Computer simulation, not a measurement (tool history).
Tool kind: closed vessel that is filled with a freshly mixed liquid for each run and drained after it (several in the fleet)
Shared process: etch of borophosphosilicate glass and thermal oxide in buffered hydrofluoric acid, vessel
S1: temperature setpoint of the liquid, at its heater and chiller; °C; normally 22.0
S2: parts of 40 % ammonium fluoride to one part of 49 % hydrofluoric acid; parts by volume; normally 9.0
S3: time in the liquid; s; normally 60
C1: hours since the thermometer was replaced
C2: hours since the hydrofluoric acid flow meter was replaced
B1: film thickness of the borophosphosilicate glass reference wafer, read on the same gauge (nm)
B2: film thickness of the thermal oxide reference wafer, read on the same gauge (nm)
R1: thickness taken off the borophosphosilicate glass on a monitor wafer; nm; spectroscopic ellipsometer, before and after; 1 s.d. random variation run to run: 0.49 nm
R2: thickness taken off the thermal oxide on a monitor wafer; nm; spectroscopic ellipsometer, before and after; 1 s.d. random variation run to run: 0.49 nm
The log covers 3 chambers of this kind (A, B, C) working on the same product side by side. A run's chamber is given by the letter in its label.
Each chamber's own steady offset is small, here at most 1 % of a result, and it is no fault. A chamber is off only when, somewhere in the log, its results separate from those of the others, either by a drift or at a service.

run   hour    S1    S2  S3      C1      C2      B1      B2       R1       R2
 1C    9.3  22.0   9.0  60  2160.2   646.9  119.99  49.963   75.101   65.340
 2A   17.6  22.0   9.0  60  3010.8   483.7  120.02  49.977   73.141   65.589
 3B   27.9  22.0   9.0  60  1343.6  2171.1  119.98  49.959   74.793   66.313
 4A   42.3  22.0   9.0  60  3035.5   508.4  120.01  50.024   73.750   66.612
 5B   52.4  22.0   9.0  60  1368.1  2195.6  120.01  49.976   74.199   66.552
 6C   62.2  22.0   9.0  60  2213.1   699.8  120.01  50.004   73.204   65.233
 7A   75.1  22.0   9.0  60  3068.3   541.2  120.00  50.006   73.875   65.601
 8C   85.7  22.0   9.0  60  2236.6   723.3  120.00  49.968   73.793   66.132
 9B   94.7  26.5   5.5  60  1410.4  2237.9  120.00  49.920  154.760  137.210
10C  107.5  26.5   5.5  60  2258.4   745.1  119.98  49.952  156.490  137.840
11B  115.8  26.5   5.5  60  1431.5  2259.0  120.01  50.025  154.830  137.840
12A  126.1  22.0  10.5  45  3119.3   592.2  119.98  49.992   48.906   44.283
13C  133.1  22.0  10.5  45  2284.0   770.7  120.02  49.985   48.944   43.816
14A  147.7  22.0  10.5  45  3140.9   613.8  119.99  49.954   49.170   43.992
15B  157.9  22.0   9.0  60  1473.6  2301.1  120.00  50.021   74.139   66.485
     163.7  -- chamber B: hydrofluoric acid flow meter replaced
16B  167.8  22.0   9.0  60  1483.5     4.1  120.00  49.990   73.747   66.645
     168.4  -- chamber C: thermometer replaced
17C  176.7  17.0   9.0  60     8.3   814.3  119.99  49.989   56.405   49.161
18A  184.4  17.0   9.0  60  3177.6   650.5  120.00  50.069   55.935   49.444
19C  193.0  17.0   9.0  60    24.6   830.6  120.01  50.001   56.093   50.175
20A  206.4  22.0  11.5  85  3199.6   672.5  119.98  49.972   85.359   76.364
21B  221.1  22.0  11.5  85  1536.8    57.4  120.00  50.036   86.501   75.737
22A  229.8  22.0  11.5  85  3223.0   695.9  119.99  50.011   84.532   76.218
23C  242.7  22.0   9.0  40    74.3   880.3  120.01  50.001   49.272   43.915
24B  254.0  22.0   9.0  40  1569.7    90.3  120.00  50.010   50.116   44.703

Is one chamber off against the others, does the gauge drift, or is nothing wrong? If a chamber is off, say which, and what the likeliest cause is.

The fleet is healthy, with each chamber sitting at its usual small offset and no drift in the gauge.
